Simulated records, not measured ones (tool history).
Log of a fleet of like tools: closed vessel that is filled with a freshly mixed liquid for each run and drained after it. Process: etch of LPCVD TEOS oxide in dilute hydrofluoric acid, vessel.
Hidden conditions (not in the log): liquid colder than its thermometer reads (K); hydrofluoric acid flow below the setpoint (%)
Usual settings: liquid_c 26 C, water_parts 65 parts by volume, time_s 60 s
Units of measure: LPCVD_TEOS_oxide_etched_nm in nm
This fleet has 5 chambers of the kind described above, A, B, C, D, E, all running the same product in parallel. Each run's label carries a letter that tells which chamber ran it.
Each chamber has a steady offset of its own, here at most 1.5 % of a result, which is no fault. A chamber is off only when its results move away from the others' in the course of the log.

run    day  liquid_c  water_parts  time_s  hours since the thermometer was replaced  hours since the hydrofluoric acid flow meter was replaced  read-back film thickness of the LPCVD TEOS oxide reference wafer, read on the same gauge (nm)  LPCVD_TEOS_oxide_etched_nm
 1E  0.108        26           65      60                                     365.4                                                      611.9                                                                                            140                      37.133
 2B  0.325        26           65      60                                     563.4                                                      297.5                                                                                         139.99                      37.234
 3A  0.492        26           65      60                                      2487                                                      628.6                                                                                         139.96                      36.989
 4D  0.675        26           65      60                                     481.1                                                      374.7                                                                                         139.97                      37.445
 5C  0.896        26           65      60                                     958.4                                                      864.1                                                                                            140                      37.311
 6D  1.004        26           65      60                                       489                                                      382.6                                                                                         140.03                       37.16
     1.071  -- chamber A: thermometer replaced
 7A  1.196        26           65      60                                       3.1                                                      645.5                                                                                         140.05                      36.891
 8C  1.342        26           75      60                                     969.1                                                      874.8                                                                                         139.99                      32.272
 9E  1.562        26           75      60                                     400.3                                                      646.8                                                                                         139.98                       31.91
10B    1.7        26           75      60                                     596.4                                                      330.5                                                                                         139.99                      31.526
11B  1.904        26           75      60                                     601.3                                                      335.4                                                                                         140.01                      31.315
12D  2.108        26           75      60                                     515.5                                                      409.1                                                                                         139.99                      31.704
13A  2.262        26           65      60                                      28.7                                                      671.1                                                                                         140.01                      37.529
14C    2.4      29.5           65      60                                     994.5                                                      900.2                                                                                            140                      42.341
     2.558  -- chamber B: thermometer replaced
15E  2.588      29.5           65      60                                     424.9                                                      671.4                                                                                            140                      42.471
16C  2.733      29.5           65      60                                    1002.5                                                      908.2                                                                                         140.02                      42.736
17E  2.888      29.5           65      60                                     432.1                                                      678.6                                                                                         140.03                      41.917
18B  3.012      29.5           65      60                                      10.9                                                        362                                                                                         139.98                      41.985
19A  3.208        26           65      60                                      51.4                                                      693.8                                                                                         139.98                      36.697
20D  3.412        26           65      60                                     546.8                                                      440.4                                                                                         139.97                      37.254
21C  3.538        26           65      60                                    1021.8                                                      927.5                                                                                         140.02                      37.744
22E  3.675        26           65      60                                       451                                                      697.5                                                                                            140                      36.735
23D   3.85        26           65      60                                     557.3                                                      450.9                                                                                         140.02                      37.955
24B  4.004        26           85      60                                      34.7                                                      385.8                                                                                            140                      27.371
25A  4.229        26           85      60                                      75.9                                                      718.3                                                                                            140                       27.73
26B  4.425        26           85      60                                      44.8                                                      395.9                                                                                         139.99                      26.522
27D  4.646        26           85      60                                     576.4                                                        470                                                                                         139.99                      28.027
28A   4.75        26           85      60                                      88.4                                                      730.8                                                                                         139.99                      27.503
29C  4.929        26           65      60                                    1055.2                                                      960.9                                                                                            140                      37.343
30E  5.154        26           65      60                                     486.5                                                        733                                                                                         140.01                      37.296
31C  5.354      22.5           75      60                                    1065.4                                                      971.1                                                                                         140.01                      28.175
32B  5.475      22.5           75      60                                        70                                                      421.1                                                                                         140.01                      26.674
33D  5.596      22.5           75      60                                     599.2                                                      492.8                                                                                            140                      27.795
34A  5.758      22.5           75      60                                     112.6                                                        755                                                                                         140.02                      27.713
35E  5.929      22.5           75      60                                     505.1                                                      751.6                                                                                         140.02                      27.899
36D  6.096        26           65      60                                     611.2                                                      504.8                                                                                         139.97                      37.672
37E   6.25        26           65      60                                     512.8                                                      759.3                                                                                         139.98                      37.184
38A  6.442        26           65      60                                       129                                                      771.4                                                                                         140.01                      36.657

For the next run the whole fleet of 5 chambers uses the same settings. Give each chamber's results:
39A  6.604      28.5           65      60                                                                                                                                                                                                                               ?
39B  6.604      28.5           65      60                                                                                                                                                                                                                               ?
39C  6.604      28.5           65      60                                                                                                                                                                                                                               ?
39D  6.604      28.5           65      60                                                                                                                                                                                                                               ?
39E  6.604      28.5           65      60                                                                                                                                                                                                                               ?

run  LPCVD_TEOS_oxide_etched_nm
39A                      40.438
39B                      39.377
39C                      41.137
39D                      41.915
39E                      41.127

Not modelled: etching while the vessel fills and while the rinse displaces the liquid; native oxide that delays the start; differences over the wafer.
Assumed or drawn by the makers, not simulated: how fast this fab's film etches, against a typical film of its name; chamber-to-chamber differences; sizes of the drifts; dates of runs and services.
